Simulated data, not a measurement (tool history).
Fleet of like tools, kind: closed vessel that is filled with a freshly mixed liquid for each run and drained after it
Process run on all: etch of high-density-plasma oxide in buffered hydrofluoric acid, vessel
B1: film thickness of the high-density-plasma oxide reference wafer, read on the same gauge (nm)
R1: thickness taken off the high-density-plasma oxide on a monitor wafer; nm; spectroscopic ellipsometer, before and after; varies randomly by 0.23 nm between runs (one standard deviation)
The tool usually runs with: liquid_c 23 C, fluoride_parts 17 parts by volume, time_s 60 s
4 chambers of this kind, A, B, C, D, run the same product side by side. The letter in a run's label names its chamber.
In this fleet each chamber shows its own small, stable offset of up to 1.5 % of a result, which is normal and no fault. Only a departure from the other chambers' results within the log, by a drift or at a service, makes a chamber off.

run 1A day=0.338 | liquid_c=23 fluoride_parts=17 time_s=60 | B1=99.993 | R1=41.605
run 2D day=0.517 | liquid_c=23 fluoride_parts=17 time_s=60 | B1=100.01 | R1=42.44
run 3C day=0.917 | liquid_c=23 fluoride_parts=17 time_s=60 | B1=100 | R1=42.285
run 4B day=1.154 | liquid_c=23 fluoride_parts=17 time_s=60 | B1=100.03 | R1=41.968
run 5A day=1.388 | liquid_c=23 fluoride_parts=17 time_s=60 | B1=100 | R1=41.169
run 6D day=1.667 | liquid_c=23 fluoride_parts=17 time_s=60 | B1=99.99 | R1=41.921
run 7B day=2.004 | liquid_c=23 fluoride_parts=17 time_s=60 | B1=100 | R1=41.467
run 8C day=2.358 | liquid_c=23 fluoride_parts=17 time_s=60 | B1=99.997 | R1=42.164
run 9D day=2.638 | liquid_c=23 fluoride_parts=17 time_s=60 | B1=99.992 | R1=41.726
run 10C day=2.971 | liquid_c=23 fluoride_parts=17 time_s=60 | B1=99.949 | R1=42.256
run 11B day=3.175 | liquid_c=23 fluoride_parts=17 time_s=60 | B1=99.971 | R1=42.019
run 12A day=3.408 | liquid_c=23 fluoride_parts=17 time_s=60 | B1=99.969 | R1=41.308
run 13D day=3.592 | liquid_c=23 fluoride_parts=17 time_s=60 | B1=100.03 | R1=41.975
run 14B day=3.779 | liquid_c=23 fluoride_parts=17 time_s=60 | B1=99.978 | R1=41.888
run 15C day=4.125 | liquid_c=23 fluoride_parts=17 time_s=60 | B1=99.99 | R1=42.756
run 16A day=4.358 | liquid_c=23 fluoride_parts=17 time_s=60 | B1=100 | R1=41.747
run 17B day=4.754 | liquid_c=23 fluoride_parts=17 time_s=60 | B1=99.992 | R1=41.786
run 18C day=5.129 | liquid_c=23 fluoride_parts=20.5 time_s=30 | B1=99.982 | R1=17.711
run 19D day=5.342 | liquid_c=23 fluoride_parts=20.5 time_s=30 | B1=99.947 | R1=17.576
run 20A day=5.525 | liquid_c=23 fluoride_parts=20.5 time_s=30 | B1=100.02 | R1=17.28
run 21B day=5.771 | liquid_c=23 fluoride_parts=20.5 time_s=30 | B1=100.02 | R1=17.513
run 22C day=5.954 | liquid_c=23 fluoride_parts=17 time_s=60 | B1=99.984 | R1=42.869
run 23A day=6.175 | liquid_c=23 fluoride_parts=17 time_s=60 | B1=99.993 | R1=41.717
run 24D day=6.417 | liquid_c=23 fluoride_parts=17 time_s=60 | B1=100.01 | R1=42.344
run 25A day=6.638 | liquid_c=23 fluoride_parts=17 time_s=60 | B1=99.989 | R1=41.146
run 26D day=7.029 | liquid_c=23 fluoride_parts=17 time_s=60 | B1=100.02 | R1=42.194
run 27B day=7.375 | liquid_c=23 fluoride_parts=17 time_s=60 | B1=100.01 | R1=41.641
run 28C day=7.571 | liquid_c=23 fluoride_parts=17 time_s=60 | B1=99.994 | R1=42.258
run 29C day=7.9 | liquid_c=23 fluoride_parts=17 time_s=60 | B1=100.04 | R1=42.367
run 30A day=8.075 | liquid_c=23 fluoride_parts=17 time_s=60 | B1=99.972 | R1=41.298

Has any chamber moved away from the others, gradually or after a service, or does the common gauge drift, or do the chambers differ only by their own small steady offsets? State the chamber and the most likely cause if one applies.

All chambers stay in line apart from their small fixed offsets, and the gauge does not drift.
